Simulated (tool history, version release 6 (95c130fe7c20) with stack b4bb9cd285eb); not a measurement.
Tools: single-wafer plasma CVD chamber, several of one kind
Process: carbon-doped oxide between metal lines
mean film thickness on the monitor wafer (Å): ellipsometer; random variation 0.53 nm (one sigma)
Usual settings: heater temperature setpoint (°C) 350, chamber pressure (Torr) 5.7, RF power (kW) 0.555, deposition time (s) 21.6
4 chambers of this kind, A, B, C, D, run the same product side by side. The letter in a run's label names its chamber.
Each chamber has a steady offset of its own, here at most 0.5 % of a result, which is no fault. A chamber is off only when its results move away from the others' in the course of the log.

run	hour	heater temperature setpoint (°C)	chamber pressure (Torr)	RF power (kW)	deposition time (s)	read-back reference wafer on the same gauge, thickness_nm	mean film thickness on the monitor wafer (Å)
1B	3.5	350	5.7	0.555	21.6	111.06	1207.6
2A	6.3	350	5.7	0.555	21.6	111.07	1224.7
3D	10.2	350	5.7	0.555	21.6	111.04	1199.7
4C	14.1	350	5.7	0.555	21.6	110.95	1206.6
5A	18.1	350	5.7	0.555	21.6	110.97	1214.2
# hour 19.8: chamber A: thermocouple changed; heater temperature recalibrated
6D	20.6	350	5.7	0.555	21.6	110.88	1196.9
7C	22.6	350	5.7	0.555	21.6	111.03	1209.6
8B	26.0	350	5.7	0.555	21.6	111.08	1210.0
9C	30.4	350	5.7	0.555	21.6	110.90	1210.2
10D	32.4	350	5.7	0.555	21.6	111.10	1204.3
11A	36.2	350	5.7	0.555	21.6	110.99	1207.6
12B	38.9	340	5.7	0.490	21.6	110.99	1143.0
13A	41.4	340	5.7	0.490	21.6	111.00	1156.7
14B	44.1	340	5.7	0.490	21.6	110.88	1153.8
15D	47.4	340	5.7	0.490	21.6	110.92	1129.8
16C	49.6	350	5.7	0.555	21.6	111.02	1222.1
17A	54.1	350	5.7	0.555	21.6	111.05	1208.8
# hour 54.7: chamber D: thermocouple changed; heater temperature recalibrated
18D	58.0	350	5.7	0.555	21.6	110.97	1182.0
19C	61.4	350	5.7	0.555	21.6	111.06	1209.9
20B	65.6	350	5.7	0.555	21.6	111.00	1198.0
21B	69.1	350	5.7	0.555	21.6	111.00	1211.1
22C	71.5	350	5.7	0.555	21.6	111.02	1209.7
23A	74.5	337	5.7	0.555	20.2	110.84	1177.9
24D	77.9	337	5.7	0.555	20.2	110.98	1159.3
25B	80.8	337	5.7	0.555	20.2	111.09	1182.0
26C	83.5	337	5.7	0.555	20.2	111.08	1176.9
27D	86.4	350	5.7	0.555	21.6	111.05	1175.0
28A	89.7	350	5.7	0.555	21.6	110.92	1215.0
29A	94.1	350	5.7	0.555	21.6	111.03	1217.0
30B	96.7	359	5.7	0.555	21.6	111.15	1177.0
31C	99.4	359	5.7	0.555	21.6	111.00	1177.6
32D	103.6	359	5.7	0.555	21.6	111.09	1138.8
33B	107.0	359	5.7	0.555	21.6	110.99	1185.9
34C	110.5	350	5.7	0.590	23.7	111.00	1376.1
35A	113.3	350	5.7	0.590	23.7	110.99	1380.2
36D	115.8	350	5.7	0.590	23.7	111.01	1323.3

What goes on in this fleet: one chamber off, a drifting gauge, or nothing beyond the chambers' own small offsets? Name the chamber and the cause, if any.

Chamber D drifts away from the others.
Cause: delivered RF power below the setpoint (%) = 5.48.

Here are 4 candidates for chamber D's next run, each the usual settings with a change, their results left as question marks. Which one brings its results back in line with what the others give on the usual settings?
In line means no further than this from the other chambers' mean on the usual settings: mean film thickness on the monitor wafer (Å) 19.0
37D-1	119.0	351	5.65	0.540	20.6		?
37D-2	119.0	333	6.76	0.555	21.6		?
37D-3	119.0	350	5.73	0.565	22.2		?
37D-4	119.0	351	5.66	0.555	20.8		?

The other chambers' mean on the usual settings: mean film thickness on the monitor wafer (Å) 1208.3
run	mean film thickness on the monitor wafer (Å)
37D-1	1083.3
37D-2	1241.8
37D-3	1204.3
37D-4	1112.6
37D-3 brings the chamber back in line.

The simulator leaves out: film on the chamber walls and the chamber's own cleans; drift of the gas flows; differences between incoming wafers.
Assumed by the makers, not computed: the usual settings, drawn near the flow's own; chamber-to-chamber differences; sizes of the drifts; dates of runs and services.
